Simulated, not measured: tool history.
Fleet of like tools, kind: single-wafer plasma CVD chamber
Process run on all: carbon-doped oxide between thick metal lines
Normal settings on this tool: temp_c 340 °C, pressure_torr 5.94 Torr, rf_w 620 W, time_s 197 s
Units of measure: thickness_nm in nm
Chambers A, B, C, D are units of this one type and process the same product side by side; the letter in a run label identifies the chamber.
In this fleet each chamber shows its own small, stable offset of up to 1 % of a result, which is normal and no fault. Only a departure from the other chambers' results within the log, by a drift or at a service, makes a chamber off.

run	hour	temp_c	pressure_torr	rf_w	time_s	read-back reference wafer on the same gauge, thickness_nm	thickness_nm
1C	11.0	340	5.94	620	197	1259.2	1193.8
2D	16.8	340	5.94	620	197	1259.6	1187.8
3A	29.3	340	5.94	620	197	1259.4	1181.1
# hour 30.2: chamber C: RF generator calibrated
4B	37.9	340	5.94	620	197	1259.3	1199.8
5D	44.4	340	5.94	620	197	1259.0	1184.7
6C	51.0	340	7.39	620	197	1258.7	1217.5
7A	57.3	340	7.39	620	197	1258.4	1206.1
8B	63.7	340	7.39	620	197	1258.0	1222.2
# hour 64.0: chamber A: capacitance manometer re-zeroed and calibrated
# hour 67.4: chamber B: RF generator calibrated
9A	76.3	340	7.39	620	197	1257.9	1203.7
10B	88.9	340	5.94	620	197	1257.6	1195.4
11D	95.9	340	5.94	620	197	1258.0	1187.6
12C	102.0	340	5.34	690	197	1257.8	1253.0
13D	113.6	340	5.34	690	197	1257.1	1243.8
14B	119.4	340	5.34	690	197	1257.3	1258.8
15A	126.6	340	5.34	690	197	1256.9	1240.7
16C	132.4	340	5.94	620	197	1256.5	1193.2
17B	141.1	340	5.94	620	197	1256.3	1191.9
18C	152.6	340	5.94	620	197	1255.7	1191.7
19A	159.9	340	5.94	620	197	1255.8	1178.1
20D	165.6	340	5.94	620	197	1256.0	1180.6
21B	178.5	340	5.94	620	197	1255.7	1192.6
22A	186.1	340	5.94	620	197	1255.7	1178.3
23D	193.0	340	5.94	620	197	1255.3	1183.5
24C	201.0	340	5.94	620	197	1255.2	1191.5
25D	208.8	340	5.94	620	197	1255.2	1182.2
26A	220.2	340	5.94	620	197	1254.5	1177.8
# hour 227.3: chamber B: capacitance manometer re-zeroed and calibrated
27C	229.1	340	5.94	620	197	1254.5	1192.4
28B	241.7	340	5.94	620	197	1253.8	1193.3
29C	254.2	340	5.94	620	230	1253.6	1390.8
30A	262.1	340	5.94	620	230	1253.4	1373.3

Predict what each chamber gives when all 4 of them run the settings below next.
31A	271.7	340	5.94	620	197		?
31B	271.7	340	5.94	620	197		?
31C	271.7	340	5.94	620	197		?
31D	271.7	340	5.94	620	197		?

run	thickness_nm
31A	1176.8
31B	1190.8
31C	1190.8
31D	1178.8
